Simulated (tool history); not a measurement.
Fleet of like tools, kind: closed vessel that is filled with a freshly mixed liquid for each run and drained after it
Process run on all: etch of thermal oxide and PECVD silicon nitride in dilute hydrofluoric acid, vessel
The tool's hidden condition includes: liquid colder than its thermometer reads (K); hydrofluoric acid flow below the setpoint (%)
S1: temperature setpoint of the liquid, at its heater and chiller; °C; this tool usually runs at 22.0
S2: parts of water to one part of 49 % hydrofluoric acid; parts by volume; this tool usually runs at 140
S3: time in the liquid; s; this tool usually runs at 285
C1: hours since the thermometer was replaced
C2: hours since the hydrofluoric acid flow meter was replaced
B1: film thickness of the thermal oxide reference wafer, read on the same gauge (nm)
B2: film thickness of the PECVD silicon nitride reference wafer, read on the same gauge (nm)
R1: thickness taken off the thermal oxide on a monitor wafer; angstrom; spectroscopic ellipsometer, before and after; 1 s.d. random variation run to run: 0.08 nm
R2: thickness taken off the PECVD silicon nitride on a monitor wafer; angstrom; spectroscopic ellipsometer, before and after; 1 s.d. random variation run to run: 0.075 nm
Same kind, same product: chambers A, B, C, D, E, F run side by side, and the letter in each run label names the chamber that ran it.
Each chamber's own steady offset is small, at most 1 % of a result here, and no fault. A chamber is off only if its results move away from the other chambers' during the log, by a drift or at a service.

Run 1B, hour 5.1: usual settings; C1 329.9; C2 1394.6; B1 60.021; B2 120.00. Result: R1 82.668 angstrom, R2 100.860 angstrom.
Run 2A, hour 9.3: usual settings; C1 1793.2; C2 1265.6; B1 59.992; B2 120.00. Result: R1 84.590 angstrom, R2 101.800 angstrom.
Run 3E, hour 13.7: usual settings; C1 494.4; C2 385.6; B1 60.007; B2 120.00. Result: R1 83.855 angstrom, R2 101.830 angstrom.
Run 4C, hour 17.6: usual settings; C1 287.9; C2 1164.5; B1 59.998; B2 120.00. Result: R1 84.122 angstrom, R2 100.920 angstrom.
Run 5D, hour 21.6: usual settings; C1 476.5; C2 655.3; B1 60.014; B2 120.02. Result: R1 83.872 angstrom, R2 99.494 angstrom.
Run 6F, hour 24.5: usual settings; C1 406.0; C2 410.5; B1 60.007; B2 119.99. Result: R1 82.998 angstrom, R2 101.590 angstrom.
Run 7B, hour 27.4: usual settings; C1 352.2; C2 1416.9; B1 59.988; B2 119.99. Result: R1 83.639 angstrom, R2 101.120 angstrom.
Run 8C, hour 32.8: usual settings; C1 303.1; C2 1179.7; B1 59.984; B2 120.00. Result: R1 84.434 angstrom, R2 101.640 angstrom.
Run 9E, hour 38.0: usual settings; C1 518.7; C2 409.9; B1 59.998; B2 120.01. Result: R1 84.678 angstrom, R2 102.280 angstrom.
Run 10F, hour 40.5: usual settings; C1 422.0; C2 426.5; B1 59.973; B2 119.99. Result: R1 84.363 angstrom, R2 102.620 angstrom.
Run 11A, hour 43.8: usual settings; C1 1827.7; C2 1300.1; B1 60.027; B2 120.01. Result: R1 83.269 angstrom, R2 101.150 angstrom.
Run 12D, hour 46.5: usual settings; C1 501.4; C2 680.2; B1 59.979; B2 120.00. Result: R1 84.520 angstrom, R2 99.713 angstrom.
Run 13E, hour 49.3: usual settings; C1 530.0; C2 421.2; B1 60.006; B2 120.01. Result: R1 84.738 angstrom, R2 101.920 angstrom.
Run 14D, hour 54.1: usual settings but S2 100 parts by volume, S3 395 s; C1 509.0; C2 687.8; B1 59.995; B2 119.99. Result: R1 169.010 angstrom, R2 191.450 angstrom.
Run 15F, hour 58.4: usual settings but S2 100 parts by volume, S3 395 s; C1 439.9; C2 444.4; B1 59.975; B2 119.99. Result: R1 166.740 angstrom, R2 197.660 angstrom.
Run 16A, hour 61.2: usual settings but S2 100 parts by volume, S3 395 s; C1 1845.1; C2 1317.5; B1 60.011; B2 120.00. Result: R1 164.100 angstrom, R2 193.700 angstrom.
Run 17C, hour 65.9: usual settings but S2 100 parts by volume, S3 395 s; C1 336.2; C2 1212.8; B1 59.982; B2 120.00. Result: R1 168.990 angstrom, R2 194.450 angstrom.
Run 18B, hour 70.2: usual settings but S2 100 parts by volume, S3 395 s; C1 395.0; C2 1459.7; B1 60.019; B2 120.00. Result: R1 166.850 angstrom, R2 193.900 angstrom.
Run 19E, hour 74.7: usual settings but S2 100 parts by volume, S3 395 s; C1 555.4; C2 446.6; B1 59.991; B2 120.01. Result: R1 168.880 angstrom, R2 201.600 angstrom.
Run 20A, hour 77.7: usual settings; C1 1861.6; C2 1334.0; B1 60.018; B2 120.01. Result: R1 82.029 angstrom, R2 99.465 angstrom.
Run 21C, hour 82.8: usual settings but S2 85 parts by volume, S3 345 s; C1 353.1; C2 1229.7; B1 60.005; B2 120.01. Result: R1 180.330 angstrom, R2 203.030 angstrom.
Run 22F, hour 86.8: usual settings but S2 85 parts by volume, S3 345 s; C1 468.3; C2 472.8; B1 60.000; B2 119.99. Result: R1 177.320 angstrom, R2 200.460 angstrom.
Run 23D, hour 91.6: usual settings but S2 85 parts by volume, S3 345 s; C1 546.5; C2 725.3; B1 59.989; B2 119.98. Result: R1 177.760 angstrom, R2 194.690 angstrom.
Run 24B, hour 94.0: usual settings but S2 85 parts by volume, S3 345 s; C1 418.8; C2 1483.5; B1 59.983; B2 120.00. Result: R1 175.060 angstrom, R2 198.110 angstrom.
Run 25E, hour 98.9: usual settings but S2 85 parts by volume, S3 345 s; C1 579.6; C2 470.8; B1 60.019; B2 120.01. Result: R1 182.030 angstrom, R2 205.000 angstrom.
Run 26D, hour 101.4: usual settings but S2 85 parts by volume, S3 345 s; C1 556.3; C2 735.1; B1 60.014; B2 119.99. Result: R1 171.540 angstrom, R2 197.170 angstrom.
Run 27C, hour 106.7: usual settings; C1 377.0; C2 1253.6; B1 59.992; B2 119.99. Result: R1 83.988 angstrom, R2 101.360 angstrom.
Run 28B, hour 109.7: usual settings; C1 434.5; C2 1499.2; B1 60.012; B2 120.00. Result: R1 85.429 angstrom, R2 99.813 angstrom.
Run 29A, hour 112.7: usual settings; C1 1896.6; C2 1369.0; B1 59.998; B2 119.99. Result: R1 79.385 angstrom, R2 95.199 angstrom.
Run 30F, hour 116.6: usual settings; C1 498.1; C2 502.6; B1 60.027; B2 120.00. Result: R1 84.259 angstrom, R2 103.230 angstrom.
Run 31E, hour 121.0: usual settings but S1 27.0 °C, S2 110 parts by volume; C1 601.7; C2 492.9; B1 60.005; B2 120.01. Result: R1 134.620 angstrom, R2 180.500 angstrom.
At hour 124.3: chamber F: thermometer replaced.
Run 32B, hour 125.2: usual settings but S1 27.0 °C, S2 110 parts by volume; C1 450.0; C2 1514.7; B1 60.016; B2 120.00. Result: R1 134.010 angstrom, R2 177.120 angstrom.
Run 33D, hour 128.8: usual settings but S1 27.0 °C, S2 110 parts by volume; C1 583.7; C2 762.5; B1 59.986; B2 120.00. Result: R1 131.430 angstrom, R2 177.460 angstrom.
Run 34A, hour 131.8: usual settings but S1 27.0 °C, S2 110 parts by volume; C1 1915.7; C2 1388.1; B1 60.006; B2 119.99. Result: R1 123.970 angstrom, R2 167.870 angstrom.
Run 35C, hour 134.5: usual settings but S1 27.0 °C, S2 110 parts by volume; C1 404.8; C2 1281.4; B1 60.000; B2 120.00. Result: R1 135.430 angstrom, R2 177.640 angstrom.
Run 36F, hour 139.1: usual settings but S1 27.0 °C, S2 110 parts by volume; C1 14.8; C2 525.1; B1 59.990; B2 120.02. Result: R1 133.350 angstrom, R2 180.300 angstrom.
Run 37B, hour 144.1: usual settings; C1 468.9; C2 1533.6; B1 59.987; B2 119.99. Result: R1 84.096 angstrom, R2 100.810 angstrom.
Run 38D, hour 148.9: usual settings but S1 17.5 °C, S2 175 parts by volume; C1 603.8; C2 782.6; B1 59.992; B2 119.98. Result: R1 54.170 angstrom, R2 60.026 angstrom.
Run 39F, hour 151.7: usual settings but S1 17.5 °C, S2 175 parts by volume; C1 27.4; C2 537.7; B1 59.998; B2 120.00. Result: R1 53.079 angstrom, R2 61.394 angstrom.
Run 40C, hour 157.0: usual settings but S1 17.5 °C, S2 175 parts by volume; C1 427.3; C2 1303.9; B1 59.988; B2 120.00. Result: R1 53.298 angstrom, R2 59.297 angstrom.

Is one chamber out of step, is the gauge drifting, or do the chambers differ by no more than their own small offsets? For an off chamber, give its letter and the likeliest cause.

Chamber A drifts away from the others.
What lies behind it: hydrofluoric acid flow below the setpoint (%) = 8.01.

Which of the 4 candidates below, each the usual settings with something changed and its results left as question marks, puts chamber A back in line with what the other chambers give on the usual settings?
In-line tolerance around the mean of the other chambers on the usual settings: R1 2.800 angstrom; R2 2.600 angstrom
Run 41A-1, hour 160.9: usual settings but S2 135 parts by volume, S3 295 s. Result: R1 ?, R2 ?.
Run 41A-2, hour 160.9: usual settings but S2 145 parts by volume, S3 275 s. Result: R1 ?, R2 ?.
Run 41A-3, hour 160.9: usual settings but S1 21.5 °C, S2 135 parts by volume, S3 290 s. Result: R1 ?, R2 ?.
Run 41A-4, hour 160.9: usual settings but S2 145 parts by volume. Result: R1 ?, R2 ?.

What the other chambers average on the usual settings: R1 83.788 angstrom; R2 101.170 angstrom
  run      R1       R2
41A-1  83.128  100.180
41A-2  71.344   87.108
41A-3  80.134   95.292
41A-4  73.938   90.276
With 41A-1, the chamber falls back in line with the rest.
